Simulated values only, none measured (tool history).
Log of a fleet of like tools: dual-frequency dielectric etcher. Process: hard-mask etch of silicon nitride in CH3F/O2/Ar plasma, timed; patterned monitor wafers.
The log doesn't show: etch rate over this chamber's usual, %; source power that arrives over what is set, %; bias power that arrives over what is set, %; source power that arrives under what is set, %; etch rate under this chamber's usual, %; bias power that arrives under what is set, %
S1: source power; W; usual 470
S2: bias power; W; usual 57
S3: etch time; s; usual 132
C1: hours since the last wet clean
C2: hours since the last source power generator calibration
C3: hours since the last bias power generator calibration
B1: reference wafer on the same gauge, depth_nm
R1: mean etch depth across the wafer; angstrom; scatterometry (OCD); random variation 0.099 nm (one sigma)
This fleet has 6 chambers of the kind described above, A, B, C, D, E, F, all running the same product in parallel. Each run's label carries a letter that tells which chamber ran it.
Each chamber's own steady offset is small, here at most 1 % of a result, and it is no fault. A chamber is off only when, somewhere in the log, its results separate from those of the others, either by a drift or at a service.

run	hour	S1	S2	S3	C1	C2	C3	B1	R1
# hour 4.0: chamber F: bias power generator calibrated
# hour 8.7: chamber E: wet clean of the chamber
1E	11.2	470	57	132	2.6	381.0	2322.5	80.007	910.59
2C	20.5	470	57	132	250.8	621.9	3697.8	80.021	908.49
3F	27.3	470	57	132	104.4	3134.7	23.4	80.014	908.60
4D	38.8	470	57	132	568.0	536.9	528.0	80.017	903.20
5B	45.8	470	57	132	156.4	1761.9	1640.4	80.037	912.68
6A	51.5	470	57	132	284.0	406.4	2500.1	80.064	906.69
7B	62.6	470	57	132	173.2	1778.7	1657.2	80.085	912.90
# hour 63.1: chamber A: bias power generator calibrated
8D	71.6	470	57	132	600.8	569.7	560.8	80.082	904.13
9F	83.4	470	57	132	160.5	3190.8	79.5	80.070	910.44
10E	93.7	470	57	132	85.1	463.5	2405.0	80.095	908.81
11C	103.0	470	57	132	333.3	704.4	3780.3	80.097	909.15
12A	112.6	470	57	132	345.1	467.5	49.5	80.098	905.52
13C	123.5	470	57	132	353.8	724.9	3800.8	80.104	908.36
14A	134.7	370	57	132	367.2	489.6	71.6	80.136	825.05
15F	144.4	370	57	132	221.5	3251.8	140.5	80.118	828.80
# hour 152.1: chamber C: wet clean of the chamber
16B	152.9	370	57	132	263.5	1869.0	1747.5	80.141	831.73
17D	158.9	370	57	132	688.1	657.0	648.1	80.134	824.83
18E	168.9	370	57	132	160.3	538.7	2480.2	80.157	831.88
# hour 171.8: chamber D: wet clean of the chamber
19D	179.8	370	57	132	8.1	677.9	669.0	80.176	825.16
20C	192.5	470	57	132	40.5	793.9	3869.8	80.161	908.89
21B	200.7	470	57	132	311.3	1916.8	1795.3	80.160	914.44
22F	207.6	470	57	132	284.7	3315.0	203.7	80.203	911.13
23E	213.7	470	57	132	205.1	583.5	2525.0	80.183	912.20
24A	223.3	470	57	132	455.8	578.2	160.2	80.202	908.26
25D	228.9	470	57	132	57.2	727.0	718.1	80.207	906.91
26F	235.2	470	57	132	312.3	3342.6	231.3	80.214	912.20
27E	247.8	470	57	132	239.2	617.6	2559.1	80.225	911.38
28A	260.5	470	57	132	493.0	615.4	197.4	80.212	909.25
29C	267.7	470	57	132	115.7	869.1	3945.0	80.245	910.43
30B	279.5	470	57	132	390.1	1995.6	1874.1	80.265	914.59
31E	287.9	470	57	132	279.3	657.7	2599.2	80.257	912.80
32F	294.1	470	57	132	371.2	3401.5	290.2	80.270	912.00
33B	306.0	470	57	132	416.6	2022.1	1900.6	80.298	916.17
34A	312.5	470	57	132	545.0	667.4	249.4	80.269	909.19
35D	324.0	470	57	132	152.3	822.1	813.2	80.303	908.03
36C	334.7	470	57	132	182.7	936.1	4012.0	80.326	912.61
# hour 340.3: chamber B: wet clean of the chamber
37F	347.5	470	57	132	424.6	3454.9	343.6	80.316	913.47
38B	355.6	470	57	132	15.4	2071.7	1950.2	80.312	913.95
39C	363.2	470	57	132	211.2	964.6	4040.5	80.322	913.21
40E	368.8	350	67	132	360.2	738.6	2680.1	80.335	863.21
41D	380.9	350	67	132	209.2	879.0	870.1	80.353	853.57

All chambers now run identical settings, listed one chamber a line with results as question marks. What results will each chamber show?
42A	390.1	470	57	132					?
42B	390.1	470	57	132					?
42C	390.1	470	57	132					?
42D	390.1	470	57	132					?
42E	390.1	470	57	132					?
42F	390.1	470	57	132					?

run	R1
42A	911.17
42B	916.02
42C	910.61
42D	908.72
42E	914.32
42F	915.85
